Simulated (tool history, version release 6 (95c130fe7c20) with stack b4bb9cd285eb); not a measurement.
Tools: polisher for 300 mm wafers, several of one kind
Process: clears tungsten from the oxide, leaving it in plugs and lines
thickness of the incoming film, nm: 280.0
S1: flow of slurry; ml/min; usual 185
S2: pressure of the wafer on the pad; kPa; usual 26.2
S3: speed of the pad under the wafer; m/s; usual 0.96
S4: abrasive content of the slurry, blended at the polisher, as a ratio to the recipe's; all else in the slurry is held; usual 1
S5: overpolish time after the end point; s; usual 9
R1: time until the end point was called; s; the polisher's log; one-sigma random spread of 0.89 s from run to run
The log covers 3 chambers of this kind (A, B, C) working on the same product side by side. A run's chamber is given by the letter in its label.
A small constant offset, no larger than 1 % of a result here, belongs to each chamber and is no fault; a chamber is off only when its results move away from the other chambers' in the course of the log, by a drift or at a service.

Run 1C, hour 10.5: usual settings. Result: R1 67.05 s.
At hour 18.6: chamber C: head pressure recalibrated.
Run 2B, hour 19.2: usual settings. Result: R1 67.141 s.
Run 3A, hour 25.4: usual settings. Result: R1 65.948 s.
At hour 34.4: chamber A: slurry blender recalibrated.
Run 4C, hour 35.9: usual settings. Result: R1 67.298 s.
At hour 42.6: chamber B: slurry tank refilled with fresh slurry and peroxide.
At hour 43.1: chamber A: worn pad replaced by a new one.
At hour 43.7: chamber C: worn pad replaced by a new one.
Run 5A, hour 43.7: usual settings. Result: R1 66.518 s.
At hour 47.7: chamber A: slurry tank refilled with fresh slurry and peroxide.
At hour 48.3: chamber B: slurry nozzle cleaned.
Run 6B, hour 50.2: usual settings but S2 19.3 kPa. Result: R1 90.39 s.
At hour 52.3: chamber B: worn pad replaced by a new one.
Run 7C, hour 58: usual settings but S2 19.3 kPa. Result: R1 91.83 s.
Run 8A, hour 68: usual settings but S2 19.3 kPa. Result: R1 89.68 s.
Run 9B, hour 77.9: usual settings. Result: R1 68.037 s.
Run 10C, hour 89.8: usual settings. Result: R1 66.334 s.
At hour 91.7: chamber A: head pressure recalibrated.
Run 11B, hour 95.5: usual settings. Result: R1 67.753 s.
At hour 97.2: chamber C: slurry tank refilled with fresh slurry and peroxide.
Run 12A, hour 106.2: usual settings. Result: R1 67.41 s.
At hour 118: chamber A: slurry tank refilled with fresh slurry and peroxide.
Run 13C, hour 119: usual settings. Result: R1 68.141 s.
Run 14A, hour 129.7: usual settings. Result: R1 65.639 s.
Run 15B, hour 141.1: usual settings but S3 0.7 m/s. Result: R1 92.231 s.
At hour 146.9: chamber B: worn pad replaced by a new one.
At hour 150.8: chamber B: slurry tank refilled with fresh slurry and peroxide.
Run 16B, hour 150.9: usual settings but S3 0.7 m/s. Result: R1 93.105 s.
At hour 153.1: chamber C: slurry blender recalibrated.
Run 17A, hour 159.2: usual settings but S3 0.7 m/s. Result: R1 92.091 s.
At hour 161.5: chamber A: slurry nozzle cleaned.
Run 18C, hour 171: usual settings. Result: R1 67.291 s.
At hour 177.5: chamber A: slurry tank refilled with fresh slurry and peroxide.
Run 19C, hour 181.9: usual settings. Result: R1 67.746 s.
At hour 185.1: chamber C: worn pad replaced by a new one.
Run 20B, hour 190.5: usual settings. Result: R1 67.8 s.
At hour 196.3: chamber C: slurry tank refilled with fresh slurry and peroxide.
Run 21A, hour 200.8: usual settings but S4 1.15. Result: R1 65.063 s.
Run 22A, hour 211.1: usual settings but S4 1.15. Result: R1 65.235 s.
Run 23C, hour 221.4: usual settings but S4 1.15. Result: R1 65.612 s.
At hour 223.9: chamber A: worn pad replaced by a new one.
Run 24B, hour 229.1: usual settings but S1 245 ml/min, S5 4 s. Result: R1 65.287 s.
Run 25B, hour 237.2: usual settings but S1 245 ml/min, S5 4 s. Result: R1 62.752 s.
At hour 239.2: chamber A: slurry tank refilled with fresh slurry and peroxide.
At hour 245: chamber B: slurry tank refilled with fresh slurry and peroxide.
Run 26A, hour 245.6: usual settings but S1 245 ml/min, S5 4 s. Result: R1 64.518 s.
Run 27C, hour 251.8: usual settings. Result: R1 66.681 s.
Run 28C, hour 261.5: usual settings. Result: R1 66.726 s.
At hour 268: chamber B: worn pad replaced by a new one.
Run 29B, hour 268.8: usual settings. Result: R1 68.496 s.
Run 30A, hour 278.8: usual settings. Result: R1 67.989 s.
Run 31C, hour 287.2: usual settings. Result: R1 67.038 s.
At hour 293.7: chamber C: slurry tank refilled with fresh slurry and peroxide.
Run 32B, hour 295.9: usual settings. Result: R1 67.326 s.
At hour 300.1: chamber A: slurry tank refilled with fresh slurry and peroxide.
Run 33A, hour 305.1: usual settings. Result: R1 65.99 s.
Run 34C, hour 314.7: usual settings. Result: R1 68.599 s.
At hour 315.6: chamber C: worn pad replaced by a new one.
At hour 322.3: chamber B: slurry blender recalibrated.
Run 35A, hour 323.4: usual settings. Result: R1 66.953 s.
Run 36B, hour 333.6: usual settings. Result: R1 67.918 s.
At hour 336: chamber B: slurry tank refilled with fresh slurry and peroxide.
At hour 338: chamber C: slurry nozzle cleaned.
Run 37C, hour 340.7: usual settings. Result: R1 65.645 s.
Run 38B, hour 349.7: usual settings. Result: R1 65.315 s.

What goes on in this fleet: one chamber off, a drifting gauge, or nothing beyond the chambers' own small offsets? Name the chamber and the cause, if any.

Nothing is wrong: each chamber keeps only its own small, steady offset and the gauge holds still.

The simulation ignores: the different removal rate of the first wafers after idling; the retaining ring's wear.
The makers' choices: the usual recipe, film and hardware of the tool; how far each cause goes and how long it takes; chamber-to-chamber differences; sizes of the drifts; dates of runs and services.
